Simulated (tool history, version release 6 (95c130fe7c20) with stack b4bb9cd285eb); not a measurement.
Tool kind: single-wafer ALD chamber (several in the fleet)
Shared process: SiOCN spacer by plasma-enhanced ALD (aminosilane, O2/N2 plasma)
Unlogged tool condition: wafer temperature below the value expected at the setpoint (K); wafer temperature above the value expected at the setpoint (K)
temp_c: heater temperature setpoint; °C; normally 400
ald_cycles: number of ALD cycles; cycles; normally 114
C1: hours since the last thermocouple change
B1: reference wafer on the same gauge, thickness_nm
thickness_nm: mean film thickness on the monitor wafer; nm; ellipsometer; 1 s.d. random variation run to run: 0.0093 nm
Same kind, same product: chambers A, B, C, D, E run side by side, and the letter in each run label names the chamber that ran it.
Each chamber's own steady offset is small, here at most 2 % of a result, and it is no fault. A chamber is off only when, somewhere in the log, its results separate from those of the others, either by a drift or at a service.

Run 1C, day 0.296: usual settings; C1 2027; B1 7.373. Result: thickness_nm 6.9884 nm.
Run 2D, day 0.575: usual settings; C1 86.8; B1 7.3682. Result: thickness_nm 6.9579 nm.
Run 3A, day 0.729: usual settings; C1 3193.9; B1 7.367. Result: thickness_nm 6.907 nm.
Run 4E, day 0.929: usual settings; C1 1175.5; B1 7.3644. Result: thickness_nm 6.8317 nm.
Run 5B, day 1.246: usual settings; C1 1290.6; B1 7.365. Result: thickness_nm 6.8718 nm.
Run 6B, day 1.462: usual settings; C1 1295.8; B1 7.3668. Result: thickness_nm 6.8982 nm.
Run 7E, day 1.629: usual settings; C1 1192.3; B1 7.3636. Result: thickness_nm 6.8241 nm.
Run 8C, day 1.833: usual settings; C1 2063.9; B1 7.3617. Result: thickness_nm 7.0015 nm.
Run 9D, day 2.025: usual settings; C1 121.6; B1 7.3597. Result: thickness_nm 6.9698 nm.
Run 10A, day 2.242: usual settings; C1 3230.2; B1 7.3622. Result: thickness_nm 6.8999 nm.
Run 11E, day 2.5: usual settings but temp_c 392 °C, ald_cycles 124 cycles; C1 1213.2; B1 7.3597. Result: thickness_nm 7.4079 nm.
Run 12D, day 2.746: usual settings but temp_c 392 °C, ald_cycles 124 cycles; C1 138.9; B1 7.3576. Result: thickness_nm 7.575 nm.
Run 13B, day 3.008: usual settings but temp_c 392 °C, ald_cycles 124 cycles; C1 1332.9; B1 7.3538. Result: thickness_nm 7.4642 nm.
Run 14A, day 3.317: usual settings but temp_c 392 °C, ald_cycles 124 cycles; C1 3256; B1 7.3577. Result: thickness_nm 7.522 nm.
Run 15C, day 3.55: usual settings but temp_c 392 °C, ald_cycles 124 cycles; C1 2105.1; B1 7.3535. Result: thickness_nm 7.5932 nm.
Run 16A, day 3.846: usual settings; C1 3268.7; B1 7.3507. Result: thickness_nm 6.9096 nm.
Run 17D, day 4.079: usual settings but temp_c 411 °C, ald_cycles 107 cycles; C1 170.9; B1 7.3499. Result: thickness_nm 6.3011 nm.
Run 18E, day 4.321: usual settings but temp_c 411 °C, ald_cycles 107 cycles; C1 1256.9; B1 7.3513. Result: thickness_nm 6.1615 nm.
Run 19B, day 4.504: usual settings but temp_c 411 °C, ald_cycles 107 cycles; C1 1368.8; B1 7.3506. Result: thickness_nm 6.217 nm.
Run 20C, day 4.683: usual settings but temp_c 411 °C, ald_cycles 107 cycles; C1 2132.3; B1 7.3498. Result: thickness_nm 6.3207 nm.
Run 21E, day 4.875: usual settings but temp_c 411 °C, ald_cycles 107 cycles; C1 1270.2; B1 7.348. Result: thickness_nm 6.1792 nm.
Run 22C, day 5.108: usual settings; C1 2142.5; B1 7.3491. Result: thickness_nm 6.9743 nm.
Run 23D, day 5.296: usual settings but ald_cycles 124 cycles; C1 200.1; B1 7.345. Result: thickness_nm 7.5424 nm.
Run 24B, day 5.517: usual settings but ald_cycles 124 cycles; C1 1393.1; B1 7.3477. Result: thickness_nm 7.4692 nm.
Run 25A, day 5.733: usual settings but ald_cycles 124 cycles; C1 3314; B1 7.3461. Result: thickness_nm 7.4952 nm.
Run 26E, day 5.938: usual settings but ald_cycles 124 cycles; C1 1295.7; B1 7.3409. Result: thickness_nm 7.4038 nm.
At day 6.021: chamber A: thermocouple changed; heater temperature recalibrated.
Run 27B, day 6.196: usual settings but ald_cycles 124 cycles; C1 1409.4; B1 7.3431. Result: thickness_nm 7.4465 nm.
Run 28D, day 6.488: usual settings; C1 228.7; B1 7.3421. Result: thickness_nm 6.9575 nm.
Run 29A, day 6.642: usual settings; C1 14.9; B1 7.3425. Result: thickness_nm 6.8937 nm.
Run 30C, day 6.854: usual settings; C1 2184.4; B1 7.3393. Result: thickness_nm 6.9674 nm.
Run 31E, day 7.067: usual settings; C1 1322.8; B1 7.3414. Result: thickness_nm 6.7819 nm.
Run 32D, day 7.271: usual settings; C1 247.5; B1 7.3403. Result: thickness_nm 6.9239 nm.
Run 33B, day 7.525: usual settings; C1 1441.3; B1 7.3382. Result: thickness_nm 6.8481 nm.
Run 34C, day 7.767: usual settings; C1 2206.3; B1 7.3365. Result: thickness_nm 6.9481 nm.
Run 35A, day 8: usual settings; C1 47.5; B1 7.3332. Result: thickness_nm 6.897 nm.
Run 36A, day 8.283: usual settings; C1 54.3; B1 7.3369. Result: thickness_nm 6.8778 nm.
Run 37C, day 8.562: usual settings but temp_c 396 °C, ald_cycles 104 cycles; C1 2225.4; B1 7.3326. Result: thickness_nm 6.3297 nm.
Run 38B, day 8.746: usual settings but temp_c 396 °C, ald_cycles 104 cycles; C1 1470.6; B1 7.3347. Result: thickness_nm 6.2645 nm.
Run 39D, day 9.017: usual settings but temp_c 396 °C, ald_cycles 104 cycles; C1 289.4; B1 7.3303. Result: thickness_nm 6.3192 nm.
Run 40E, day 9.3: usual settings but temp_c 396 °C, ald_cycles 104 cycles; C1 1376.4; B1 7.3316. Result: thickness_nm 6.1975 nm.

All 5 chambers run these settings next. Forecast each chamber's results:
Run 41A, day 9.529: usual settings but ald_cycles 98 cycles. Result: thickness_nm ?.
Run 41B, day 9.529: usual settings but ald_cycles 98 cycles. Result: thickness_nm ?.
Run 41C, day 9.529: usual settings but ald_cycles 98 cycles. Result: thickness_nm ?.
Run 41D, day 9.529: usual settings but ald_cycles 98 cycles. Result: thickness_nm ?.
Run 41E, day 9.529: usual settings but ald_cycles 98 cycles. Result: thickness_nm ?.

run  thickness_nm
41A         5.911
41B        5.8802
41C        5.9778
41D        5.9485
41E        5.8297

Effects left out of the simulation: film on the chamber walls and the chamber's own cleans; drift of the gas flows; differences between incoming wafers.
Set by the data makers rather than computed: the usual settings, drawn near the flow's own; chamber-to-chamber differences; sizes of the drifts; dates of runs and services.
